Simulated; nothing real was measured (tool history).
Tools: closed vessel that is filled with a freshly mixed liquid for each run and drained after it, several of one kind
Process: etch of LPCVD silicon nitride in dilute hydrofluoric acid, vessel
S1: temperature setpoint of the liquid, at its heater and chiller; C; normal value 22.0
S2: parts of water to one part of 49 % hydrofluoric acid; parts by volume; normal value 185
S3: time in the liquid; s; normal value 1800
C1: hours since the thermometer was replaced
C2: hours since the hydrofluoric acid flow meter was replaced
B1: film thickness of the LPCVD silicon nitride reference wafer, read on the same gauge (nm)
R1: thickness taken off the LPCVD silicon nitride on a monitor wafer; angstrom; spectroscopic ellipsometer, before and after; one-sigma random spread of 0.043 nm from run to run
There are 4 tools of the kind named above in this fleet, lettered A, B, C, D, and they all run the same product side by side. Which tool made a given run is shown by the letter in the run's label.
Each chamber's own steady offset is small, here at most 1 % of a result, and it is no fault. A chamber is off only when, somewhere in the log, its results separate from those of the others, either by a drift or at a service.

run,hour,S1,S2,S3,C1,C2,B1,R1
1B,10.6,22.0,185,1800,746.2,353.1,39.988,47.629
2C,16.6,22.0,185,1800,2023.4,1409.1,39.992,46.081
3D,24.1,22.0,185,1800,1488.9,1450.0,40.028,47.566
4A,35.5,22.0,185,1800,1743.0,375.9,40.007,46.456
5D,43.4,22.0,185,1800,1508.2,1469.3,40.009,47.452
6B,52.7,20.5,260,1800,788.3,395.2,39.988,30.451
7A,60.4,20.5,260,1800,1767.9,400.8,40.023,29.988
# hour 61.4: chamber D: hydrofluoric acid flow meter replaced
# hour 70.9: chamber C: hydrofluoric acid flow meter replaced
8C,72.7,20.5,260,1800,2079.5,1.9,39.983,31.167
9C,83.5,20.5,260,1800,2090.3,12.7,40.003,30.544
10D,91.9,22.0,185,1800,1556.7,30.6,39.989,46.774
11A,103.2,22.0,185,1800,1810.7,443.6,39.987,47.025
12B,109.8,22.0,185,1800,845.4,452.3,39.987,45.583
# hour 114.1: chamber A: hydrofluoric acid flow meter replaced
13A,117.8,22.0,185,1800,1825.3,3.7,39.995,47.066
14B,127.4,22.0,185,1800,863.0,469.9,40.013,45.572
15C,133.8,22.0,185,1800,2140.6,63.0,39.993,46.764
16D,141.0,22.0,185,1800,1605.8,79.7,39.962,47.157
17B,148.4,22.0,185,1800,884.0,490.9,40.014,45.110
18A,155.7,22.0,185,1800,1863.2,41.6,39.989,47.026
19C,168.4,22.0,185,1800,2175.2,97.6,39.995,47.708
20D,177.8,22.0,185,1800,1642.6,116.5,40.016,47.072
21A,184.8,22.0,185,1800,1892.3,70.7,39.971,46.941
22B,192.4,22.0,185,1800,928.0,534.9,40.005,44.034
23D,204.0,22.0,185,1800,1668.8,142.7,40.025,46.911
24C,216.4,22.0,185,1800,2223.2,145.6,39.967,46.558
25C,223.8,22.0,185,875,2230.6,153.0,39.970,22.633
26A,235.5,22.0,185,875,1943.0,121.4,39.963,22.566
27D,242.9,22.0,185,875,1707.7,181.6,40.052,22.844
28B,252.1,22.0,185,875,987.7,594.6,39.974,20.732
29B,260.5,22.0,140,1115,996.1,603.0,39.981,35.001
30A,267.9,22.0,140,1115,1975.4,153.8,39.980,37.992
31C,275.5,22.0,140,1115,2282.3,204.7,40.000,37.906
32D,288.7,22.0,140,1115,1753.5,227.4,39.975,37.826
33B,300.4,22.0,185,1800,1036.0,642.9,40.004,42.347

Is one chamber out of step, is the gauge drifting, or do the chambers differ by no more than their own small offsets? For an off chamber, give its letter and the likeliest cause.

Chamber B drifts away from the others.
Most likely cause: hydrofluoric acid flow below the setpoint (%) = 11.1.
Not necessarily distinguishable in this log from: liquid colder than its thermometer reads (K).

Below are 4 candidate recipes for chamber B's next run, each the usual settings with a change, their results shown as question marks. Which of them brings B's results back in line with what the other chambers give on the usual settings?
Maximum distance from the other chambers' mean on the usual settings for a result to count as in line: R1 1.500 angstrom
34B-1,310.3,20.5,185,1800,,,,?
34B-2,310.3,22.5,180,1800,,,,?
34B-3,310.3,22.0,185,1735,,,,?
34B-4,310.3,22.0,185,1990,,,,?

The other chambers' mean on the usual settings: R1 46.894 angstrom
run,R1
34B-1,38.408
34B-2,44.822
34B-3,40.766
34B-4,46.757
It is 34B-4 that realigns the chamber with its peers.

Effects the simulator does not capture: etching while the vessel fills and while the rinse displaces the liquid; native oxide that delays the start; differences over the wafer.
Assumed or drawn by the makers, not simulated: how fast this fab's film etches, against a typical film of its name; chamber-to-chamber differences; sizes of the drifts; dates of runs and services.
